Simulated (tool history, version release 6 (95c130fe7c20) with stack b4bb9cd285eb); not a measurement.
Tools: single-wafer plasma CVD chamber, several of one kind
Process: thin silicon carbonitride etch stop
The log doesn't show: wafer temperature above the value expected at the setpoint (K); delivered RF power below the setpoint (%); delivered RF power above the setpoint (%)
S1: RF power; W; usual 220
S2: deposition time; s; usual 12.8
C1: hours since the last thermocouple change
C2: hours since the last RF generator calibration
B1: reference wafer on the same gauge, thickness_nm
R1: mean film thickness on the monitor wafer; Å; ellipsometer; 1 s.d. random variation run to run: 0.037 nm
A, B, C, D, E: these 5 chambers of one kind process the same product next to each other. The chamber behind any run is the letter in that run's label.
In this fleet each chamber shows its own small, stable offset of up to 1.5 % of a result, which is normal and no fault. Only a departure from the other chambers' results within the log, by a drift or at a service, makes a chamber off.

Run 1C, day 0.479: usual settings; C1 359.3; C2 578.1; B1 8.696. Result: R1 74.44 Å.
Run 2E, day 0.879: usual settings; C1 807.2; C2 420.5; B1 8.6959. Result: R1 74.606 Å.
At day 1.3: chamber B: thermocouple changed; heater temperature recalibrated.
Run 3A, day 1.325: usual settings; C1 284.8; C2 243.5; B1 8.6886. Result: R1 74.451 Å.
Run 4D, day 1.592: usual settings; C1 778.5; C2 510.4; B1 8.6841. Result: R1 75.459 Å.
Run 5B, day 1.975: usual settings; C1 16.3; C2 549.4; B1 8.6871. Result: R1 75.21 Å.
Run 6E, day 2.362: usual settings; C1 842.8; C2 456.1; B1 8.696. Result: R1 73.928 Å.
Run 7D, day 2.617: usual settings; C1 803.1; C2 535; B1 8.684. Result: R1 75.058 Å.
Run 8A, day 3: usual settings; C1 325; C2 283.7; B1 8.6838. Result: R1 74.12 Å.
Run 9C, day 3.275: usual settings; C1 426.4; C2 645.2; B1 8.6943. Result: R1 74.629 Å.
Run 10B, day 3.696: usual settings; C1 57.6; C2 590.7; B1 8.6847. Result: R1 75.213 Å.
Run 11E, day 4.092: usual settings; C1 884.3; C2 497.6; B1 8.7011. Result: R1 73.932 Å.
Run 12A, day 4.4: usual settings; C1 358.6; C2 317.3; B1 8.689. Result: R1 74.551 Å.
Run 13C, day 4.812: usual settings; C1 463.3; C2 682.1; B1 8.6941. Result: R1 73.861 Å.
Run 14B, day 5.092: usual settings but S1 250 W, S2 13.8 s; C1 91.1; C2 624.2; B1 8.6942. Result: R1 84.364 Å.
Run 15D, day 5.508: usual settings but S1 250 W, S2 13.8 s; C1 872.5; C2 604.4; B1 8.689. Result: R1 84.203 Å.
Run 16E, day 5.958: usual settings but S1 250 W, S2 13.8 s; C1 929.1; C2 542.4; B1 8.699. Result: R1 82.685 Å.
Run 17C, day 6.329: usual settings but S1 250 W, S2 13.8 s; C1 499.7; C2 718.5; B1 8.6829. Result: R1 83.687 Å.
Run 18D, day 6.612: usual settings but S1 250 W, S2 13.8 s; C1 899; C2 630.9; B1 8.6909. Result: R1 84.297 Å.
Run 19B, day 6.946: usual settings but S1 250 W, S2 14.9 s; C1 135.6; C2 668.7; B1 8.6932. Result: R1 91.141 Å.
Run 20A, day 7.221: usual settings but S1 250 W, S2 14.9 s; C1 426.3; C2 385; B1 8.6984. Result: R1 89.981 Å.
Run 21D, day 7.625: usual settings but S1 250 W, S2 14.9 s; C1 923.3; C2 655.2; B1 8.6799. Result: R1 90.613 Å.
Run 22B, day 8.071: usual settings but S1 250 W, S2 14.9 s; C1 162.6; C2 695.7; B1 8.6797. Result: R1 90.788 Å.
Run 23A, day 8.55: usual settings but S1 250 W, S2 14.9 s; C1 458.2; C2 416.9; B1 8.6906. Result: R1 90.228 Å.
Run 24E, day 8.862: usual settings; C1 998.8; C2 612.1; B1 8.6972. Result: R1 74.963 Å.
Run 25C, day 9.246: usual settings but S1 195 W, S2 14.5 s; C1 569.7; C2 788.5; B1 8.6887. Result: R1 81.126 Å.
Run 26C, day 9.533: usual settings but S1 195 W, S2 14.5 s; C1 576.6; C2 795.4; B1 8.6949. Result: R1 81.275 Å.
Run 27D, day 9.883: usual settings but S1 195 W, S2 14.5 s; C1 977.5; C2 709.4; B1 8.6928. Result: R1 82.945 Å.
Run 28A, day 10.271: usual settings but S1 195 W, S2 14.5 s; C1 499.5; C2 458.2; B1 8.6907. Result: R1 80.611 Å.
Run 29E, day 10.654: usual settings but S1 195 W, S2 14.5 s; C1 1041.8; C2 655.1; B1 8.7044. Result: R1 81.839 Å.
Run 30B, day 10.992: usual settings; C1 232.7; C2 765.8; B1 8.6749. Result: R1 74.863 Å.
At day 11.171: chamber B: RF generator calibrated.
Run 31C, day 11.296: usual settings but S1 260 W; C1 618.9; C2 837.7; B1 8.6903. Result: R1 77.691 Å.
Run 32E, day 11.642: usual settings but S1 260 W; C1 1065.5; C2 678.8; B1 8.6952. Result: R1 77.488 Å.
Run 33B, day 11.971: usual settings but S1 260 W; C1 256.2; C2 19.2; B1 8.6985. Result: R1 78.315 Å.
Run 34D, day 12.192: usual settings but S1 260 W; C1 1032.9; C2 764.8; B1 8.6938. Result: R1 78.815 Å.
Run 35A, day 12.621: usual settings but S1 260 W; C1 555.9; C2 514.6; B1 8.6905. Result: R1 77.872 Å.

Predict what each chamber gives when all 5 of them run the settings below next.
Run 36A, day 12.971: usual settings. Result: R1 ?.
Run 36B, day 12.971: usual settings. Result: R1 ?.
Run 36C, day 12.971: usual settings. Result: R1 ?.
Run 36D, day 12.971: usual settings. Result: R1 ?.
Run 36E, day 12.971: usual settings. Result: R1 ?.

run      R1
36A  74.848
36B  74.695
36C  74.302
36D  75.414
36E  74.351
